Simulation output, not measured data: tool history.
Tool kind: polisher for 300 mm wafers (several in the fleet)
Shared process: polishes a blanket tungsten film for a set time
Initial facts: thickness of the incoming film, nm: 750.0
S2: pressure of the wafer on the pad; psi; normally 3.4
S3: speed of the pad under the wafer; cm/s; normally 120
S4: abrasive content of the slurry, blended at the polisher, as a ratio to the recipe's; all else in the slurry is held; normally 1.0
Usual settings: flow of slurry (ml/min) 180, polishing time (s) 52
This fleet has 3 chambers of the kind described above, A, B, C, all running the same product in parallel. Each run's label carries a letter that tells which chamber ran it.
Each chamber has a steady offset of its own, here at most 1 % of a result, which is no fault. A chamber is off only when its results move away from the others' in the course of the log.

{"run": "1C", "day": 0.221, "flow of slurry (ml/min)": 180, "S2": 3.4, "S3": 120, "S4": 1.0, "polishing time (s)": 52, "film removed (angstrom)": 2411.3}
{"run": "2A", "day": 0.458, "flow of slurry (ml/min)": 180, "S2": 3.4, "S3": 120, "S4": 1.0, "polishing time (s)": 52, "film removed (angstrom)": 2387.3}
{"run": "3B", "day": 0.717, "flow of slurry (ml/min)": 180, "S2": 3.4, "S3": 120, "S4": 1.0, "polishing time (s)": 52, "film removed (angstrom)": 2405.1}
{"run": "4B", "day": 0.975, "flow of slurry (ml/min)": 180, "S2": 3.4, "S3": 120, "S4": 1.0, "polishing time (s)": 52, "film removed (angstrom)": 2387.9}
{"day": 1.196, "done": "chamber B: worn pad replaced by a new one"}
{"day": 1.279, "done": "chamber A: worn pad replaced by a new one"}
{"run": "5A", "day": 1.3, "flow of slurry (ml/min)": 180, "S2": 3.4, "S3": 120, "S4": 1.0, "polishing time (s)": 52, "film removed (angstrom)": 2417.7}
{"day": 1.492, "done": "chamber B: slurry tank refilled with fresh slurry and peroxide"}
{"run": "6C", "day": 1.704, "flow of slurry (ml/min)": 180, "S2": 3.4, "S3": 120, "S4": 1.0, "polishing time (s)": 52, "film removed (angstrom)": 2415.4}
{"run": "7C", "day": 1.933, "flow of slurry (ml/min)": 180, "S2": 3.4, "S3": 120, "S4": 1.0, "polishing time (s)": 52, "film removed (angstrom)": 2379.7}
{"run": "8B", "day": 2.246, "flow of slurry (ml/min)": 180, "S2": 3.4, "S3": 120, "S4": 1.0, "polishing time (s)": 52, "film removed (angstrom)": 2406.2}
{"run": "9A", "day": 2.608, "flow of slurry (ml/min)": 180, "S2": 3.4, "S3": 120, "S4": 1.0, "polishing time (s)": 52, "film removed (angstrom)": 2394.6}
{"day": 2.621, "done": "chamber B: slurry blender recalibrated"}
{"run": "10B", "day": 2.85, "flow of slurry (ml/min)": 180, "S2": 3.4, "S3": 120, "S4": 1.0, "polishing time (s)": 52, "film removed (angstrom)": 2428.0}
{"day": 2.925, "done": "chamber C: slurry tank refilled with fresh slurry and peroxide"}
{"run": "11A", "day": 3.092, "flow of slurry (ml/min)": 205, "S2": 3.4, "S3": 120, "S4": 1.0, "polishing time (s)": 69, "film removed (angstrom)": 3216.9}
{"run": "12C", "day": 3.458, "flow of slurry (ml/min)": 205, "S2": 3.4, "S3": 120, "S4": 1.0, "polishing time (s)": 69, "film removed (angstrom)": 3198.6}
{"day": 3.521, "done": "chamber A: slurry blender recalibrated"}
{"run": "13A", "day": 3.642, "flow of slurry (ml/min)": 205, "S2": 3.4, "S3": 120, "S4": 1.0, "polishing time (s)": 69, "film removed (angstrom)": 3231.6}
{"run": "14B", "day": 3.821, "flow of slurry (ml/min)": 180, "S2": 3.4, "S3": 120, "S4": 1.0, "polishing time (s)": 52, "film removed (angstrom)": 2403.7}
{"day": 3.983, "done": "chamber C: worn pad replaced by a new one"}
{"run": "15C", "day": 4.017, "flow of slurry (ml/min)": 180, "S2": 3.4, "S3": 120, "S4": 1.0, "polishing time (s)": 52, "film removed (angstrom)": 2393.9}
{"day": 4.029, "done": "chamber A: worn pad replaced by a new one"}
{"day": 4.371, "done": "chamber A: slurry tank refilled with fresh slurry and peroxide"}
{"run": "16A", "day": 4.425, "flow of slurry (ml/min)": 180, "S2": 3.4, "S3": 120, "S4": 1.0, "polishing time (s)": 52, "film removed (angstrom)": 2432.6}
{"day": 4.512, "done": "chamber B: worn pad replaced by a new one"}
{"run": "17B", "day": 4.675, "flow of slurry (ml/min)": 180, "S2": 3.4, "S3": 120, "S4": 1.0, "polishing time (s)": 52, "film removed (angstrom)": 2402.0}
{"run": "18C", "day": 4.938, "flow of slurry (ml/min)": 180, "S2": 3.4, "S3": 120, "S4": 1.0, "polishing time (s)": 52, "film removed (angstrom)": 2344.3}
{"run": "19C", "day": 5.196, "flow of slurry (ml/min)": 180, "S2": 3.4, "S3": 120, "S4": 1.0, "polishing time (s)": 52, "film removed (angstrom)": 2363.4}
{"day": 5.221, "done": "chamber B: slurry tank refilled with fresh slurry and peroxide"}
{"run": "20A", "day": 5.446, "flow of slurry (ml/min)": 180, "S2": 2.5, "S3": 120, "S4": 1.0, "polishing time (s)": 52, "film removed (angstrom)": 1773.7}
{"run": "21B", "day": 5.725, "flow of slurry (ml/min)": 180, "S2": 2.5, "S3": 120, "S4": 1.0, "polishing time (s)": 52, "film removed (angstrom)": 1772.8}
{"run": "22A", "day": 6.142, "flow of slurry (ml/min)": 180, "S2": 2.5, "S3": 120, "S4": 1.0, "polishing time (s)": 52, "film removed (angstrom)": 1753.3}
{"day": 6.362, "done": "chamber A: worn pad replaced by a new one"}
{"run": "23C", "day": 6.383, "flow of slurry (ml/min)": 180, "S2": 3.4, "S3": 120, "S4": 1.0, "polishing time (s)": 52, "film removed (angstrom)": 2329.8}
{"run": "24B", "day": 6.579, "flow of slurry (ml/min)": 180, "S2": 3.4, "S3": 156, "S4": 1.0, "polishing time (s)": 36, "film removed (angstrom)": 2154.9}
{"run": "25A", "day": 6.988, "flow of slurry (ml/min)": 180, "S2": 3.4, "S3": 156, "S4": 1.0, "polishing time (s)": 36, "film removed (angstrom)": 2156.4}
{"run": "26B", "day": 7.242, "flow of slurry (ml/min)": 180, "S2": 3.4, "S3": 156, "S4": 1.0, "polishing time (s)": 36, "film removed (angstrom)": 2162.8}
{"run": "27C", "day": 7.633, "flow of slurry (ml/min)": 180, "S2": 3.4, "S3": 120, "S4": 1.0, "polishing time (s)": 52, "film removed (angstrom)": 2259.6}
{"day": 7.712, "done": "chamber B: worn pad replaced by a new one"}
{"run": "28C", "day": 7.858, "flow of slurry (ml/min)": 180, "S2": 3.4, "S3": 120, "S4": 1.0, "polishing time (s)": 52, "film removed (angstrom)": 2304.6}
{"day": 7.946, "done": "chamber A: slurry tank refilled with fresh slurry and peroxide"}
{"day": 8.088, "done": "chamber C: slurry tank refilled with fresh slurry and peroxide"}
{"run": "29B", "day": 8.188, "flow of slurry (ml/min)": 180, "S2": 3.4, "S3": 120, "S4": 1.0, "polishing time (s)": 52, "film removed (angstrom)": 2426.0}
{"run": "30A", "day": 8.496, "flow of slurry (ml/min)": 180, "S2": 3.4, "S3": 120, "S4": 1.0, "polishing time (s)": 52, "film removed (angstrom)": 2395.5}
{"day": 8.808, "done": "chamber A: worn pad replaced by a new one"}
{"run": "31B", "day": 8.912, "flow of slurry (ml/min)": 180, "S2": 3.4, "S3": 120, "S4": 1.0, "polishing time (s)": 52, "film removed (angstrom)": 2404.1}
{"run": "32A", "day": 9.242, "flow of slurry (ml/min)": 180, "S2": 3.4, "S3": 120, "S4": 1.0, "polishing time (s)": 52, "film removed (angstrom)": 2397.9}
{"run": "33C", "day": 9.421, "flow of slurry (ml/min)": 180, "S2": 3.4, "S3": 120, "S4": 1.0, "polishing time (s)": 52, "film removed (angstrom)": 2245.9}
{"day": 9.442, "done": "chamber B: slurry tank refilled with fresh slurry and peroxide"}
{"day": 9.462, "done": "chamber C: worn pad replaced by a new one"}
{"run": "34A", "day": 9.746, "flow of slurry (ml/min)": 180, "S2": 3.4, "S3": 120, "S4": 1.0, "polishing time (s)": 52, "film removed (angstrom)": 2408.1}
{"run": "35C", "day": 10.004, "flow of slurry (ml/min)": 180, "S2": 3.4, "S3": 120, "S4": 1.0, "polishing time (s)": 52, "film removed (angstrom)": 2220.7}
{"run": "36B", "day": 10.354, "flow of slurry (ml/min)": 180, "S2": 3.4, "S3": 120, "S4": 1.0, "polishing time (s)": 52, "film removed (angstrom)": 2370.9}
{"run": "37C", "day": 10.746, "flow of slurry (ml/min)": 180, "S2": 3.4, "S3": 86, "S4": 1.0, "polishing time (s)": 52, "film removed (angstrom)": 1581.7}

All chambers now run identical settings, listed one chamber a line with results as question marks. What results will each chamber show?
{"run": "38A", "day": 11.042, "flow of slurry (ml/min)": 180, "S2": 3.4, "S3": 120, "S4": 1.1, "polishing time (s)": 52, "film removed (angstrom)": "?"}
{"run": "38B", "day": 11.042, "flow of slurry (ml/min)": 180, "S2": 3.4, "S3": 120, "S4": 1.1, "polishing time (s)": 52, "film removed (angstrom)": "?"}
{"run": "38C", "day": 11.042, "flow of slurry (ml/min)": 180, "S2": 3.4, "S3": 120, "S4": 1.1, "polishing time (s)": 52, "film removed (angstrom)": "?"}

run=38A film_removed_(angstrom)=2454.0
run=38B film_removed_(angstrom)=2459.7
run=38C film_removed_(angstrom)=2232.7

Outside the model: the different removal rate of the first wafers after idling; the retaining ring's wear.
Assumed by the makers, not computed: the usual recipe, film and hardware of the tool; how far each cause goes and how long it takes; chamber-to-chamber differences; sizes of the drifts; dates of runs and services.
